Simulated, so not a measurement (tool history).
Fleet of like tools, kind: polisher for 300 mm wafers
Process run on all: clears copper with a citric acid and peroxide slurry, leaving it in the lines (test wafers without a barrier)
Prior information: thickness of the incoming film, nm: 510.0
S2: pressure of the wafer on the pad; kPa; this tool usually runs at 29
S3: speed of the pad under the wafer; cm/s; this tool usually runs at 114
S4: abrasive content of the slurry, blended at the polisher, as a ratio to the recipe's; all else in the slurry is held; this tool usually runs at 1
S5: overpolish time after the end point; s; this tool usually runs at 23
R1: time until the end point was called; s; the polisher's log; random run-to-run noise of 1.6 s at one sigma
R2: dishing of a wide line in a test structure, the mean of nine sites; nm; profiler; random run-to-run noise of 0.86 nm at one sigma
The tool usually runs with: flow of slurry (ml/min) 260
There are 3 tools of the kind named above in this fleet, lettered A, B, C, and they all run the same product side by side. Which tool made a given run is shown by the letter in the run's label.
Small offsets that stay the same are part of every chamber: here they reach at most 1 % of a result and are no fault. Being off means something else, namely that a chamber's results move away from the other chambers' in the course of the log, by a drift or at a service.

-- hour=6.5 chamber A: worn pad replaced by a new one
run 1A hour=9 | flow_of_slurry_(ml/min)=260 S2=29 S3=114 S4=1 S5=23 | R1=162.13 R2=41.238
-- hour=13.4 chamber A: slurry blender recalibrated
-- hour=14.6 chamber C: worn pad replaced by a new one
run 2B hour=16 | flow_of_slurry_(ml/min)=260 S2=29 S3=114 S4=1 S5=23 | R1=161.69 R2=40.137
run 3C hour=21.6 | flow_of_slurry_(ml/min)=260 S2=29 S3=114 S4=1 S5=23 | R1=162.93 R2=40.317
-- hour=23.7 chamber C: slurry blender recalibrated
run 4A hour=29.4 | flow_of_slurry_(ml/min)=260 S2=29 S3=114 S4=1 S5=23 | R1=160.98 R2=39.233
run 5B hour=37.4 | flow_of_slurry_(ml/min)=260 S2=29 S3=114 S4=1 S5=23 | R1=160.88 R2=39.66
-- hour=45.5 chamber B: head pressure recalibrated
run 6C hour=47.8 | flow_of_slurry_(ml/min)=260 S2=29 S3=114 S4=0.8 S5=23 | R1=166.33 R2=40.81
run 7A hour=55.4 | flow_of_slurry_(ml/min)=260 S2=29 S3=114 S4=0.8 S5=23 | R1=166.44 R2=38.742
run 8C hour=61.7 | flow_of_slurry_(ml/min)=260 S2=29 S3=114 S4=0.8 S5=23 | R1=166.39 R2=39.657
run 9B hour=71.8 | flow_of_slurry_(ml/min)=325 S2=29 S3=114 S4=1 S5=10 | R1=158.76 R2=21.639
run 10C hour=76.5 | flow_of_slurry_(ml/min)=325 S2=29 S3=114 S4=1 S5=10 | R1=157.28 R2=22.828
-- hour=83.6 chamber A: slurry nozzle cleaned
run 11B hour=84.1 | flow_of_slurry_(ml/min)=325 S2=29 S3=114 S4=1 S5=10 | R1=158.08 R2=21.059
run 12A hour=93 | flow_of_slurry_(ml/min)=260 S2=29 S3=114 S4=1 S5=23 | R1=162.9 R2=39.143
run 13B hour=100.5 | flow_of_slurry_(ml/min)=260 S2=29 S3=114 S4=1 S5=23 | R1=165.12 R2=41.245
run 14C hour=106.3 | flow_of_slurry_(ml/min)=260 S2=29 S3=114 S4=1 S5=23 | R1=161.36 R2=42.17
-- hour=108.5 chamber C: worn pad replaced by a new one
run 15A hour=110.9 | flow_of_slurry_(ml/min)=260 S2=29 S3=114 S4=1 S5=23 | R1=161.63 R2=41.144
run 16A hour=120.8 | flow_of_slurry_(ml/min)=260 S2=29 S3=114 S4=1 S5=23 | R1=161.62 R2=42.428
-- hour=124.7 chamber B: worn pad replaced by a new one
run 17B hour=126.3 | flow_of_slurry_(ml/min)=260 S2=37.2 S3=114 S4=1 S5=28 | R1=127.04 R2=53.251
-- hour=131.3 chamber C: head pressure recalibrated
run 18C hour=135.5 | flow_of_slurry_(ml/min)=260 S2=37.2 S3=114 S4=1 S5=28 | R1=113.91 R2=55.618
-- hour=137.8 chamber C: slurry nozzle cleaned
run 19B hour=144.9 | flow_of_slurry_(ml/min)=260 S2=37.2 S3=114 S4=1 S5=28 | R1=126.46 R2=54.697
run 20A hour=152.6 | flow_of_slurry_(ml/min)=260 S2=29 S3=114 S4=1 S5=23 | R1=162.06 R2=40.411
-- hour=158 chamber A: worn pad replaced by a new one
-- hour=158.4 chamber B: slurry blender recalibrated
run 21C hour=160.2 | flow_of_slurry_(ml/min)=260 S2=29 S3=114 S4=1 S5=23 | R1=144.02 R2=44.458
run 22C hour=167.4 | flow_of_slurry_(ml/min)=260 S2=29 S3=114 S4=1 S5=23 | R1=144.48 R2=44.794
run 23B hour=176.2 | flow_of_slurry_(ml/min)=260 S2=29 S3=114 S4=1 S5=23 | R1=165.3 R2=40.019
run 24A hour=184 | flow_of_slurry_(ml/min)=260 S2=29 S3=114 S4=1 S5=23 | R1=160.36 R2=40.484
run 25C hour=191.9 | flow_of_slurry_(ml/min)=260 S2=29 S3=114 S4=1 S5=23 | R1=144.28 R2=43.189
-- hour=193.3 chamber C: worn pad replaced by a new one
run 26B hour=199.9 | flow_of_slurry_(ml/min)=260 S2=29 S3=114 S4=1 S5=23 | R1=163.95 R2=39.568
run 27A hour=207.9 | flow_of_slurry_(ml/min)=230 S2=29 S3=114 S4=1 S5=23 | R1=164.56 R2=39.893
run 28A hour=213.7 | flow_of_slurry_(ml/min)=230 S2=29 S3=114 S4=1 S5=23 | R1=162.87 R2=41.118
run 29C hour=221.3 | flow_of_slurry_(ml/min)=230 S2=29 S3=114 S4=1 S5=23 | R1=147.41 R2=44.244
run 30B hour=231.6 | flow_of_slurry_(ml/min)=260 S2=29 S3=114 S4=1 S5=23 | R1=159.81 R2=39.888
run 31C hour=239.1 | flow_of_slurry_(ml/min)=260 S2=29 S3=114 S4=1 S5=23 | R1=146.1 R2=42.766
run 32A hour=248.6 | flow_of_slurry_(ml/min)=260 S2=29 S3=114 S4=1 S5=33 | R1=160.83 R2=51.929
-- hour=254.5 chamber B: worn pad replaced by a new one
run 33B hour=258.2 | flow_of_slurry_(ml/min)=260 S2=29 S3=114 S4=1 S5=33 | R1=164.65 R2=51.085
run 34A hour=263.1 | flow_of_slurry_(ml/min)=260 S2=29 S3=114 S4=1 S5=33 | R1=160.66 R2=50.689
-- hour=263.4 chamber C: worn pad replaced by a new one
-- hour=268.8 chamber C: slurry blender recalibrated
run 35C hour=268.9 | flow_of_slurry_(ml/min)=260 S2=29 S3=114 S4=1 S5=23 | R1=143.71 R2=44.564
run 36B hour=279 | flow_of_slurry_(ml/min)=260 S2=29 S3=114 S4=1 S5=23 | R1=162.53 R2=39.337

Next, all 3 chambers run the settings below, one line each with question marks for the results. What does each chamber give?
run 37A hour=286.6 | flow_of_slurry_(ml/min)=260 S2=29 S3=114 S4=1 S5=23 | R1=? R2=?
run 37B hour=286.6 | flow_of_slurry_(ml/min)=260 S2=29 S3=114 S4=1 S5=23 | R1=? R2=?
run 37C hour=286.6 | flow_of_slurry_(ml/min)=260 S2=29 S3=114 S4=1 S5=23 | R1=? R2=?

run=37A R1=160.69 R2=40.359
run=37B R1=162.58 R2=38.739
run=37C R1=145.58 R2=43.527

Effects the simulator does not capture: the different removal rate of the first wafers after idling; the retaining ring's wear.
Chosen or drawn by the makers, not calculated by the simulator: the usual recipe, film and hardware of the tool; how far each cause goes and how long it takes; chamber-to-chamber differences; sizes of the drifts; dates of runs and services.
